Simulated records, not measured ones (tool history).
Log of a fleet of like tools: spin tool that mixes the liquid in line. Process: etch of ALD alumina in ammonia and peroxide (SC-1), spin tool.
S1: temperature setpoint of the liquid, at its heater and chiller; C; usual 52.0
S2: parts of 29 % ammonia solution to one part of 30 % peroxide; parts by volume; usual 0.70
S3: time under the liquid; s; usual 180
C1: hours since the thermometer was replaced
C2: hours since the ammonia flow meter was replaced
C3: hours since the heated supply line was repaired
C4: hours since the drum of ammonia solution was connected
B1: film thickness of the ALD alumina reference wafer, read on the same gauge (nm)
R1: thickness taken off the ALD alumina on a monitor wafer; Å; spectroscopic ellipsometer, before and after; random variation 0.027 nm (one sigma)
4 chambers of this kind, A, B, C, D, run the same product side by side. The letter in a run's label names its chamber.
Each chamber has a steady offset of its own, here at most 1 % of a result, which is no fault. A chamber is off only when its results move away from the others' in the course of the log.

| run | day | S1 | S2 | S3 | C1 | C2 | C3 | C4 | B1 | R1 |
|---|---|---|---|---|---|---|---|---|---|---|
|  | 0.062 | chamber B: ammonia flow meter replaced |
| 1C | 0.192 | 52.0 | 0.70 | 180 | 432.2 | 1791.7 | 100.8 | 447.4 | 110.02 | 90.846 |
| 2D | 0.362 | 52.0 | 0.70 | 180 | 700.3 | 19.2 | 860.0 | 163.2 | 109.98 | 90.068 |
| 3A | 0.492 | 52.0 | 0.70 | 180 | 600.3 | 1865.1 | 1586.0 | 774.2 | 109.97 | 90.357 |
|  | 0.646 | chamber C: new drum of ammonia solution connected |
| 4B | 0.650 | 52.0 | 0.70 | 180 | 1280.1 | 14.2 | 279.1 | 610.4 | 109.97 | 90.832 |
| 5D | 0.804 | 52.0 | 0.70 | 180 | 710.9 | 29.8 | 870.6 | 173.8 | 110.00 | 90.359 |
| 6C | 0.950 | 52.0 | 0.70 | 180 | 450.4 | 1809.9 | 119.0 | 7.4 | 109.99 | 90.970 |
| 7B | 1.142 | 45.5 | 0.70 | 265 | 1291.9 | 26.0 | 290.9 | 622.2 | 109.99 | 92.301 |
| 8A | 1.304 | 45.5 | 0.70 | 265 | 619.8 | 1884.6 | 1605.5 | 793.7 | 110.00 | 92.194 |
| 9D | 1.421 | 45.5 | 0.70 | 265 | 725.7 | 44.6 | 885.4 | 188.6 | 109.98 | 92.243 |
| 10A | 1.538 | 45.5 | 0.70 | 265 | 625.4 | 1890.2 | 1611.1 | 799.3 | 109.96 | 92.159 |
| 11C | 1.654 | 52.0 | 0.70 | 180 | 467.3 | 1826.8 | 135.9 | 24.3 | 109.97 | 90.663 |
| 12B | 1.808 | 52.0 | 0.70 | 180 | 1307.9 | 42.0 | 306.9 | 638.2 | 110.02 | 90.832 |
| 13A | 2.000 | 52.0 | 0.70 | 180 | 636.5 | 1901.3 | 1622.2 | 810.4 | 110.04 | 90.007 |
|  | 2.071 | chamber A: ammonia flow meter replaced |
| 14C | 2.150 | 52.0 | 0.70 | 180 | 479.2 | 1838.7 | 147.8 | 36.2 | 110.01 | 90.552 |
| 15D | 2.254 | 52.0 | 0.70 | 180 | 745.7 | 64.6 | 905.4 | 208.6 | 109.99 | 90.246 |
| 16B | 2.358 | 52.0 | 0.70 | 180 | 1321.1 | 55.2 | 320.1 | 651.4 | 110.03 | 91.032 |
| 17C | 2.542 | 52.0 | 0.95 | 245 | 488.6 | 1848.1 | 157.2 | 45.6 | 109.98 | 127.790 |
| 18D | 2.629 | 52.0 | 0.95 | 245 | 754.7 | 73.6 | 914.4 | 217.6 | 109.99 | 126.840 |
|  | 2.800 | chamber A: heated supply line repaired |
| 19A | 2.825 | 52.0 | 0.95 | 245 | 656.3 | 18.1 | 0.6 | 830.2 | 109.96 | 125.330 |
| 20B | 2.921 | 52.0 | 0.95 | 245 | 1334.6 | 68.7 | 333.6 | 664.9 | 110.05 | 127.230 |
| 21D | 3.067 | 52.0 | 0.70 | 180 | 765.2 | 84.1 | 924.9 | 228.1 | 110.00 | 90.419 |
| 22B | 3.171 | 52.0 | 0.90 | 180 | 1340.6 | 74.7 | 339.6 | 670.9 | 109.99 | 92.700 |
| 23A | 3.304 | 52.0 | 0.90 | 180 | 667.8 | 29.6 | 12.1 | 841.7 | 109.98 | 92.025 |
| 24C | 3.496 | 52.0 | 0.90 | 180 | 511.5 | 1871.0 | 180.1 | 68.5 | 110.00 | 92.950 |
| 25A | 3.646 | 52.0 | 0.90 | 180 | 676.0 | 37.8 | 20.3 | 849.9 | 109.99 | 91.430 |
| 26D | 3.796 | 52.0 | 0.70 | 180 | 782.7 | 101.6 | 942.4 | 245.6 | 110.02 | 90.304 |
| 27C | 3.958 | 46.0 | 0.70 | 180 | 522.6 | 1882.1 | 191.2 | 79.6 | 110.02 | 65.042 |
| 28B | 4.083 | 46.0 | 0.70 | 180 | 1362.5 | 96.6 | 361.5 | 692.8 | 110.00 | 64.945 |
| 29D | 4.242 | 46.0 | 0.70 | 180 | 793.4 | 112.3 | 953.1 | 256.3 | 110.04 | 64.527 |
| 30C | 4.367 | 46.0 | 0.70 | 180 | 532.4 | 1891.9 | 201.0 | 89.4 | 110.01 | 64.937 |

Next, every chamber runs the same settings. What will each give?
| 31A | 4.508 | 52.0 | 0.70 | 220 |  |  |  |  |  | ? |
| 31B | 4.508 | 52.0 | 0.70 | 220 |  |  |  |  |  | ? |
| 31C | 4.508 | 52.0 | 0.70 | 220 |  |  |  |  |  | ? |
| 31D | 4.508 | 52.0 | 0.70 | 220 |  |  |  |  |  | ? |

| run | R1 |
|---|---|
| 31A | 109.550 |
| 31B | 110.840 |
| 31C | 111.530 |
| 31D | 110.220 |

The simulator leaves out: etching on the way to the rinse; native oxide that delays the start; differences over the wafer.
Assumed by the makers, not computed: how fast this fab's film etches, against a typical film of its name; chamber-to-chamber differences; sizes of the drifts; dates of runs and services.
